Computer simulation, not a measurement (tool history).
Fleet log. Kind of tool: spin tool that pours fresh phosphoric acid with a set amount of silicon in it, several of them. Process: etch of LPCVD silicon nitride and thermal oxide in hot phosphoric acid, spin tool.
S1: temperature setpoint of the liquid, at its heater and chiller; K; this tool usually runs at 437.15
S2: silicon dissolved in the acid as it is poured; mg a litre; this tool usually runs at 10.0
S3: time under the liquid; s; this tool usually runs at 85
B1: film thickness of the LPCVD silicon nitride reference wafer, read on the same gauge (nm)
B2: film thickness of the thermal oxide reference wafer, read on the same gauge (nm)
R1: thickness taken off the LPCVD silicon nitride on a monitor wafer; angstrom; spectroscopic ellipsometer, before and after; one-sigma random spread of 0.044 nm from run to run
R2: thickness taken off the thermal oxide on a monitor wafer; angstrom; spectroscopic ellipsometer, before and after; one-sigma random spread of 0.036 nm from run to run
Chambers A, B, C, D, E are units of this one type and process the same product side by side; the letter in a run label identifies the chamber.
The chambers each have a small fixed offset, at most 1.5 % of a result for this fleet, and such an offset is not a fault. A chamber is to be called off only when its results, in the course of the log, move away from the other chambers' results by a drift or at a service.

run   hour      S1    S2   S3      B1      B2       R1      R2
 1D    6.2  437.15  10.0   85  39.999  70.019   82.898  2.7956
 2E   14.2  437.15  10.0   85  39.993  70.007   82.281  2.0920
      18.6  -- chamber A: thermometer replaced
 3C   24.1  437.15  10.0   85  39.988  70.016   81.553  2.7427
      24.4  -- chamber D: thermometer replaced
 4A   32.4  437.15  10.0   85  40.013  69.967   80.923  2.2597
 5B   38.8  437.15  10.0   85  39.995  69.948   82.160  2.2178
 6B   44.8  437.15  10.0   85  40.003  70.009   81.441  2.3849
 7A   54.4  437.15  10.0   85  40.010  70.006   80.532  2.6455
 8D   59.9  437.15  10.0   85  40.023  70.016   81.787  2.6406
 9E   69.3  437.15  10.0   85  39.986  70.049   82.331  2.7809
10C   78.4  437.15  10.0   85  39.995  70.048   82.043  2.6516
11D   88.4  437.15  10.0   85  39.979  69.959   82.449  2.7206
12B   93.6  437.15  10.0   85  40.004  69.976   83.530  2.4300
13E   98.5  437.15  10.0   85  39.987  69.985   82.461  2.5587
14A  103.3  435.65  10.0  125  39.987  69.994  112.700  3.6979
15C  112.4  435.65  10.0  125  40.011  70.029  115.480  3.4600
16E  122.1  435.65  10.0  125  39.997  69.984  116.060  2.7748
17B  131.8  435.65  10.0  125  39.997  69.983  115.970  3.3172
18C  140.1  435.65  10.0  125  39.978  70.005  113.930  2.4372
19A  149.7  437.15  10.0   85  39.980  70.008   80.889  2.7423
20D  155.2  437.15  10.0   85  40.022  70.023   82.242  2.8185
21E  164.2  437.15  10.0   85  39.967  70.039   82.493  2.6053
     171.7  -- chamber E: heated supply line repaired
22D  173.2  437.15  10.0   85  40.009  70.010   81.946  2.6793
23C  182.6  437.15  10.0   55  40.015  70.012   54.024  1.7058
24B  188.3  437.15  10.0   55  40.042  69.953   53.275  1.8841
25A  194.6  437.15  10.0   55  39.987  69.971   51.993  1.4626
26E  202.4  437.15  10.0   55  40.022  69.990   52.880  1.7256
27B  209.5  437.15  10.0   55  40.026  70.030   53.346  1.7254
     215.5  -- chamber B: thermometer replaced
28A  216.2  437.15  10.0   85  40.019  69.949   80.257  2.0508
     219.8  -- chamber E: thermometer replaced
29C  226.0  437.15  10.0   85  39.992  70.005   83.081  3.0042
30D  230.7  438.15  15.5   85  40.012  69.971   85.807  2.3246
31E  237.7  438.15  15.5   85  40.008  69.999   84.252  2.2438
32A  244.9  438.15  15.5   85  39.994  69.984   82.936  2.7066
33D  253.4  438.15  15.5   85  39.996  69.991   84.475  2.2436
34C  262.1  438.15  15.5   85  40.003  69.984   85.475  2.6160
35B  269.8  437.15  10.0  105  39.990  69.977  102.380  2.7577
36B  280.1  437.15  10.0  105  39.977  70.007  101.150  3.9956
37A  289.7  437.15  10.0  105  40.031  69.983  100.460  3.8759
38E  296.6  437.15  10.0  105  40.004  70.002  101.830  3.2907
39C  306.6  437.15  10.0  105  39.962  70.047  102.090  3.2437
40D  315.7  437.15  10.0   85  39.965  70.026   81.799  2.3926
41D  321.9  437.15  10.0   85  39.997  69.994   82.837  2.8823

Next, every chamber runs the same settings. What will each give?
42A  329.5  437.15  10.0  120           ?   ?
42B  329.5  437.15  10.0  120           ?   ?
42C  329.5  437.15  10.0  120           ?   ?
42D  329.5  437.15  10.0  120           ?   ?
42E  329.5  437.15  10.0  120           ?   ?

run       R1      R2
42A  114.180  3.3754
42B  115.650  2.7259
42C  117.390  3.6260
42D  116.750  3.7384
42E  115.980  4.3011

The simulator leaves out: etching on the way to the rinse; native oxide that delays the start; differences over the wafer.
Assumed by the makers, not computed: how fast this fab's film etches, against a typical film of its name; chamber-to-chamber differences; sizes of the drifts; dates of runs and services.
